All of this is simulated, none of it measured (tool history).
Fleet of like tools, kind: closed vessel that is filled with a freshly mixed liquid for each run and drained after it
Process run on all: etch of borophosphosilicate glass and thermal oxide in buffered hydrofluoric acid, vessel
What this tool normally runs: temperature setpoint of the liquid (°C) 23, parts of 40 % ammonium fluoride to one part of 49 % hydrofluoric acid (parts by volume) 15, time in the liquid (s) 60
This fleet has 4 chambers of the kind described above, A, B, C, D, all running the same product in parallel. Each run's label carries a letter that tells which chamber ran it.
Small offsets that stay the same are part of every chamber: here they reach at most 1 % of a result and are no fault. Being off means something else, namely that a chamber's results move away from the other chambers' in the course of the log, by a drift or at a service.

| run | hour | temperature setpoint of the liquid (°C) | parts of 40 % ammonium fluoride to one part of 49 % hydrofluoric acid (parts by volume) | time in the liquid (s) | hours since the thermometer was replaced | hours since the hydrofluoric acid flow meter was replaced | read-back film thickness of the borophosphosilicate glass reference wafer, read on the same gauge (nm) | read-back film thickness of the thermal oxide reference wafer, read on the same gauge (nm) | thickness taken off the borophosphosilicate glass on a monitor wafer (angstrom) | thickness taken off the thermal oxide on a monitor wafer (angstrom) |
|---|---|---|---|---|---|---|---|---|---|---|
| 1A | 3.3 | 23 | 15 | 60 | 1070.7 | 1285.6 | 39.996 | 109.98 | 528.43 | 448.45 |
| 2D | 6.6 | 23 | 15 | 60 | 555.3 | 639 | 39.99 | 109.99 | 528.92 | 448.74 |
| 3C | 10.2 | 23 | 15 | 60 | 164.5 | 1481.2 | 40.012 | 110.03 | 530.22 | 447.46 |
| 4B | 16.2 | 23 | 15 | 60 | 497.8 | 385.6 | 39.992 | 109.99 | 524.63 | 449.11 |
| 5C | 19.7 | 23 | 15 | 60 | 174 | 1490.7 | 40.011 | 109.99 | 535.06 | 447.96 |
| 6D | 24.9 | 23 | 15 | 60 | 573.6 | 657.3 | 40.011 | 109.96 | 531.53 | 446.71 |
| 7A | 31.1 | 23 | 15 | 60 | 1098.5 | 1313.4 | 39.979 | 109.99 | 530 | 449.49 |
| 8B | 36.2 | 23 | 15 | 60 | 517.8 | 405.6 | 39.988 | 110 | 528.84 | 448.41 |
| 9B | 41.5 | 23 | 15 | 60 | 523.1 | 410.9 | 40.009 | 110.02 | 527.1 | 458.08 |
| 10C | 47.9 | 23 | 15 | 60 | 202.2 | 1518.9 | 39.981 | 109.98 | 535.18 | 450.84 |
| 11D | 51.5 | 23 | 15 | 60 | 600.2 | 683.9 | 39.993 | 109.99 | 531.72 | 446.14 |
| 12A | 56.7 | 23 | 15 | 60 | 1124.1 | 1339 | 40.019 | 110.02 | 535.49 | 448.7 |
| 13D | 60.6 | 23 | 15 | 60 | 609.3 | 693 | 40.023 | 109.99 | 536.05 | 443.39 |
| 14B | 64.9 | 23 | 15 | 60 | 546.5 | 434.3 | 39.992 | 110 | 527.66 | 453.29 |
| 15A | 70.8 | 23 | 15 | 60 | 1138.2 | 1353.1 | 39.976 | 110 | 531.38 | 449.86 |
| 16C | 75.5 | 23 | 15 | 60 | 229.8 | 1546.5 | 39.992 | 110 | 535.67 | 449.9 |
| 17A | 81.6 | 23 | 15 | 60 | 1149 | 1363.9 | 40.039 | 109.99 | 532.41 | 447.5 |
| 18D | 84.7 | 23 | 15 | 60 | 633.4 | 717.1 | 39.994 | 110.01 | 530.41 | 447.84 |
| 19C | 89.3 | 23 | 15 | 60 | 243.6 | 1560.3 | 39.981 | 110.01 | 529.01 | 445.68 |
| 20B | 94.6 | 23 | 15 | 60 | 576.2 | 464 | 40.039 | 110.03 | 527.75 | 448.84 |
| 21B | 98.8 | 23 | 15 | 60 | 580.4 | 468.2 | 40.003 | 109.98 | 526.43 | 446.92 |
| 22C | 105.8 | 23 | 15 | 60 | 260.1 | 1576.8 | 39.99 | 110.01 | 534.84 | 451.03 |
|  | 110.6 | chamber D: thermometer replaced |
| 23A | 112.2 | 23 | 15 | 60 | 1179.6 | 1394.5 | 39.981 | 109.96 | 524.35 | 442.18 |
| 24D | 119.1 | 23 | 15 | 60 | 8.6 | 751.5 | 40.001 | 110.02 | 528.24 | 449.36 |
|  | 121.1 | chamber D: hydrofluoric acid flow meter replaced |
| 25C | 123.6 | 23 | 15 | 60 | 277.9 | 1594.6 | 40.016 | 109.99 | 537.22 | 445.56 |
| 26D | 130.2 | 23 | 15 | 60 | 19.7 | 9.2 | 39.987 | 110.01 | 529.63 | 451.94 |
| 27B | 133.6 | 23 | 15 | 60 | 615.2 | 503 | 39.991 | 110.01 | 529.51 | 452.12 |
| 28A | 137.7 | 23 | 15 | 60 | 1205.1 | 1420 | 39.97 | 110 | 515.13 | 438.39 |
| 29D | 144.3 | 23 | 15 | 60 | 33.8 | 23.3 | 39.997 | 110 | 528.8 | 454.22 |
| 30A | 149.3 | 23 | 15 | 60 | 1216.7 | 1431.6 | 40.011 | 110.01 | 515 | 437.28 |
| 31C | 153.6 | 20 | 15 | 60 | 307.9 | 1624.6 | 39.994 | 109.96 | 453.73 | 380.93 |
| 32B | 158.7 | 20 | 15 | 60 | 640.3 | 528.1 | 39.996 | 110 | 445.53 | 385.09 |
| 33C | 162.8 | 20 | 15 | 60 | 317.1 | 1633.8 | 40.001 | 109.99 | 452.89 | 379.45 |
| 34A | 167.4 | 20 | 15 | 60 | 1234.8 | 1449.7 | 39.964 | 110 | 435.59 | 365.41 |
| 35B | 172.2 | 23 | 15 | 60 | 653.8 | 541.6 | 39.987 | 110.03 | 527.08 | 455.63 |
| 36D | 178.9 | 23 | 15 | 60 | 68.4 | 57.9 | 40.007 | 109.99 | 531.66 | 445.03 |
| 37B | 184.9 | 23 | 15 | 60 | 666.5 | 554.3 | 40.029 | 110 | 527.77 | 451.87 |
| 38A | 191.9 | 19.5 | 15 | 60 | 1259.3 | 1474.2 | 40.017 | 110.03 | 416.74 | 352.22 |

What goes on in this fleet: one chamber off, a drifting gauge, or nothing beyond the chambers' own small offsets? Name the chamber and the cause, if any.

Chamber A drifts away from the others.
Cause: liquid colder than its thermometer reads (K) = 0.978.
From this log alone, it may not be told apart from: hydrofluoric acid flow below the setpoint (%).

Below are 4 candidate recipes for chamber A's next run, each the usual settings with a change, their results shown as question marks. Which of them brings A's results back in line with what the other chambers give on the usual settings?
In-line tolerance around the mean of the other chambers on the usual settings: thickness taken off the borophosphosilicate glass on a monitor wafer (angstrom) 7.8; thickness taken off the thermal oxide on a monitor wafer (angstrom) 10
| 39A-1 | 197.1 | 22 | 14.5 | 60 |  |  |  |  | ? | ? |
| 39A-2 | 197.1 | 24 | 15.5 | 60 |  |  |  |  | ? | ? |
| 39A-3 | 197.1 | 21.5 | 14.5 | 60 |  |  |  |  | ? | ? |
| 39A-4 | 197.1 | 24.5 | 15.5 | 60 |  |  |  |  | ? | ? |

Usual-settings mean across the other chambers: thickness taken off the borophosphosilicate glass on a monitor wafer (angstrom) 530.78; thickness taken off the thermal oxide on a monitor wafer (angstrom) 449.88
| run | thickness taken off the borophosphosilicate glass on a monitor wafer (angstrom) | thickness taken off the thermal oxide on a monitor wafer (angstrom) |
|---|---|---|
| 39A-1 | 492.73 | 417.61 |
| 39A-2 | 513.77 | 436.09 |
| 39A-3 | 479.33 | 406.13 |
| 39A-4 | 527.63 | 447.98 |
It is 39A-4 that realigns the chamber with its peers.
